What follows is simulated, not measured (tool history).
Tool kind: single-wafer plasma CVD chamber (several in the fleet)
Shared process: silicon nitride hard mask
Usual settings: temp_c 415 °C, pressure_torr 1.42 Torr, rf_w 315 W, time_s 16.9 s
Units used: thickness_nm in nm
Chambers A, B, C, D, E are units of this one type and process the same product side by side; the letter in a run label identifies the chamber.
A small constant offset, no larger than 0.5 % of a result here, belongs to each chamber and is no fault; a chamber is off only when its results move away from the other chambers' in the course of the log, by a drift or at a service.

run    day  temp_c  pressure_torr  rf_w  time_s  read-back reference wafer on the same gauge, thickness_nm  thickness_nm
 1C  0.167     415           1.42   315    16.9                                                     18.193        19.354
 2E  0.279     415           1.42   315    16.9                                                     18.210        19.255
 3B  0.442     415           1.42   315    16.9                                                     18.193        19.466
 4A  0.562     415           1.42   315    16.9                                                     18.217        19.293
 5D  0.754     415           1.42   315    16.9                                                     18.196        19.314
 6C  0.871     415           1.42   315    16.9                                                     18.212        19.354
 7B  1.008     415           1.42   315    16.9                                                     18.196        19.429
 8E  1.142     415           1.42   315    16.9                                                     18.203        19.301
 9A  1.317     415           1.42   315    16.9                                                     18.214        19.228
10D  1.500     415           1.42   315    16.9                                                     18.210        19.222
11D  1.692     415           1.42   315    16.9                                                     18.220        19.316
12B  1.896     415           1.42   315    16.9                                                     18.199        19.350
13C  2.012     415           1.42   315    16.9                                                     18.212        19.450
14A  2.129     415           1.42   315    16.9                                                     18.199        19.212
15E  2.254     415           1.42   315    16.9                                                     18.199        19.250
16A  2.442     415           1.42   315    16.9                                                     18.198        19.158
17E  2.596     415           1.42   315    16.9                                                     18.194        19.129
18D  2.704     415           1.42   315    16.9                                                     18.198        19.305
19C  2.904     415           1.42   315    16.9                                                     18.216        19.274
20B  3.100     415           1.42   315    16.9                                                     18.180        19.400
21C  3.254     415           1.42   315    16.9                                                     18.192        19.239
22D  3.400     415           1.42   315    16.9                                                     18.186        19.337
23A  3.525     415           1.42   315    16.9                                                     18.178        19.336
24B  3.696     415           1.42   315    14.5                                                     18.199        16.614
25E  3.883     415           1.42   315    14.5                                                     18.194        16.141
26D  4.088     415           1.42   315    14.5                                                     18.217        16.551
27A  4.271     415           1.42   315    14.5                                                     18.200        16.582
28B  4.388     415           1.42   315    14.5                                                     18.192        16.565
29E  4.500     415           1.42   315    16.9                                                     18.203        18.721
30C  4.617     415           1.42   315    16.9                                                     18.200        19.264
31C  4.762     415           1.42   315    16.9                                                     18.181        19.230
32B  4.971     415           1.42   315    16.9                                                     18.203        19.429
33A  5.071     415           1.42   315    16.9                                                     18.182        19.312
34E  5.229     415           1.42   315    16.9                                                     18.193        18.632
35D  5.425     415           1.42   315    16.9                                                     18.203        19.264
36E  5.558     415           1.42   315    16.9                                                     18.198        18.623
37D  5.758     404           1.42   315    16.9                                                     18.193        19.275

Next, all 5 chambers run the settings below, one line each with question marks for the results. What does each chamber give?
38A  5.908     415           1.42   315    16.9                                                                        ?
38B  5.908     415           1.42   315    16.9                                                                        ?
38C  5.908     415           1.42   315    16.9                                                                        ?
38D  5.908     415           1.42   315    16.9                                                                        ?
38E  5.908     415           1.42   315    16.9                                                                        ?

run  thickness_nm
38A        19.104
38B        19.292
38C        19.335
38D        19.250
38E        18.532

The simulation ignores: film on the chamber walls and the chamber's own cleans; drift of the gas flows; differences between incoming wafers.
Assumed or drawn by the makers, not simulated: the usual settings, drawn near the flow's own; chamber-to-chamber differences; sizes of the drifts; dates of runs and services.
